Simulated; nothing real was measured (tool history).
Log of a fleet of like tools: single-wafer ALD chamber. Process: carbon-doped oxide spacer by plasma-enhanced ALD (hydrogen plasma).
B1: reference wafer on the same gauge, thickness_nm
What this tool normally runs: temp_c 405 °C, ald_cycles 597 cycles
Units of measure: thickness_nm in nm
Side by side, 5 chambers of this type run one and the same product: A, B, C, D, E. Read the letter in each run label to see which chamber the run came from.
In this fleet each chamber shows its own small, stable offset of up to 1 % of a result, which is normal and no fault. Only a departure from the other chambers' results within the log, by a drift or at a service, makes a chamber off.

run 1C day=0.304 | temp_c=405 ald_cycles=597 | B1=23.897 | thickness_nm=29.19
-- day=0.479 chamber C: thermocouple changed; heater temperature recalibrated
run 2D day=0.742 | temp_c=405 ald_cycles=597 | B1=23.888 | thickness_nm=29.539
run 3B day=1.038 | temp_c=405 ald_cycles=597 | B1=23.892 | thickness_nm=29.165
run 4E day=1.233 | temp_c=405 ald_cycles=597 | B1=23.887 | thickness_nm=29.51
run 5A day=1.633 | temp_c=405 ald_cycles=597 | B1=23.878 | thickness_nm=29.46
run 6C day=1.912 | temp_c=405 ald_cycles=597 | B1=23.885 | thickness_nm=29.1
run 7B day=2.225 | temp_c=405 ald_cycles=597 | B1=23.868 | thickness_nm=29.169
run 8E day=2.429 | temp_c=412 ald_cycles=597 | B1=23.872 | thickness_nm=28.916
run 9A day=2.633 | temp_c=412 ald_cycles=597 | B1=23.875 | thickness_nm=28.705
run 10D day=3.021 | temp_c=412 ald_cycles=597 | B1=23.863 | thickness_nm=28.761
run 11B day=3.408 | temp_c=412 ald_cycles=597 | B1=23.856 | thickness_nm=28.581
run 12A day=3.683 | temp_c=412 ald_cycles=597 | B1=23.855 | thickness_nm=28.726
run 13C day=4.042 | temp_c=405 ald_cycles=597 | B1=23.859 | thickness_nm=29.1
run 14E day=4.475 | temp_c=396 ald_cycles=597 | B1=23.85 | thickness_nm=29.869
run 15D day=4.854 | temp_c=396 ald_cycles=597 | B1=23.84 | thickness_nm=29.997
run 16E day=5.288 | temp_c=396 ald_cycles=597 | B1=23.84 | thickness_nm=29.846
run 17A day=5.729 | temp_c=396 ald_cycles=597 | B1=23.836 | thickness_nm=29.793
run 18C day=6.129 | temp_c=396 ald_cycles=597 | B1=23.836 | thickness_nm=29.488
run 19B day=6.371 | temp_c=418 ald_cycles=632 | B1=23.83 | thickness_nm=29.682
run 20D day=6.7 | temp_c=418 ald_cycles=632 | B1=23.834 | thickness_nm=29.874
run 21D day=7.05 | temp_c=418 ald_cycles=632 | B1=23.811 | thickness_nm=29.895
run 22C day=7.342 | temp_c=418 ald_cycles=632 | B1=23.817 | thickness_nm=29.563
run 23E day=7.667 | temp_c=418 ald_cycles=632 | B1=23.812 | thickness_nm=29.848
run 24A day=8.104 | temp_c=418 ald_cycles=711 | B1=23.811 | thickness_nm=33.486
run 25B day=8.517 | temp_c=418 ald_cycles=711 | B1=23.795 | thickness_nm=33.292
-- day=8.775 chamber B: thermocouple changed; heater temperature recalibrated
run 26E day=8.904 | temp_c=418 ald_cycles=711 | B1=23.803 | thickness_nm=33.634
run 27B day=9.208 | temp_c=418 ald_cycles=711 | B1=23.8 | thickness_nm=33.354
run 28A day=9.558 | temp_c=418 ald_cycles=711 | B1=23.786 | thickness_nm=33.447
run 29D day=9.971 | temp_c=405 ald_cycles=597 | B1=23.783 | thickness_nm=29.46
run 30C day=10.25 | temp_c=405 ald_cycles=597 | B1=23.785 | thickness_nm=29.024
-- day=10.304 chamber D: thermocouple changed; heater temperature recalibrated
run 31B day=10.696 | temp_c=405 ald_cycles=597 | B1=23.779 | thickness_nm=29.106
run 32D day=11.05 | temp_c=405 ald_cycles=483 | B1=23.773 | thickness_nm=23.764
run 33C day=11.246 | temp_c=405 ald_cycles=483 | B1=23.769 | thickness_nm=23.499
run 34A day=11.546 | temp_c=405 ald_cycles=483 | B1=23.757 | thickness_nm=23.68
run 35E day=11.992 | temp_c=405 ald_cycles=483 | B1=23.763 | thickness_nm=23.672
run 36A day=12.333 | temp_c=405 ald_cycles=483 | B1=23.759 | thickness_nm=23.614

Predict what each chamber gives when all 5 of them run the settings below next.
run 37A day=12.658 | temp_c=405 ald_cycles=597 | thickness_nm=?
run 37B day=12.658 | temp_c=405 ald_cycles=597 | thickness_nm=?
run 37C day=12.658 | temp_c=405 ald_cycles=597 | thickness_nm=?
run 37D day=12.658 | temp_c=405 ald_cycles=597 | thickness_nm=?
run 37E day=12.658 | temp_c=405 ald_cycles=597 | thickness_nm=?

run=37A thickness_nm=29.222
run=37B thickness_nm=29.053
run=37C thickness_nm=28.987
run=37D thickness_nm=29.37
run=37E thickness_nm=29.312
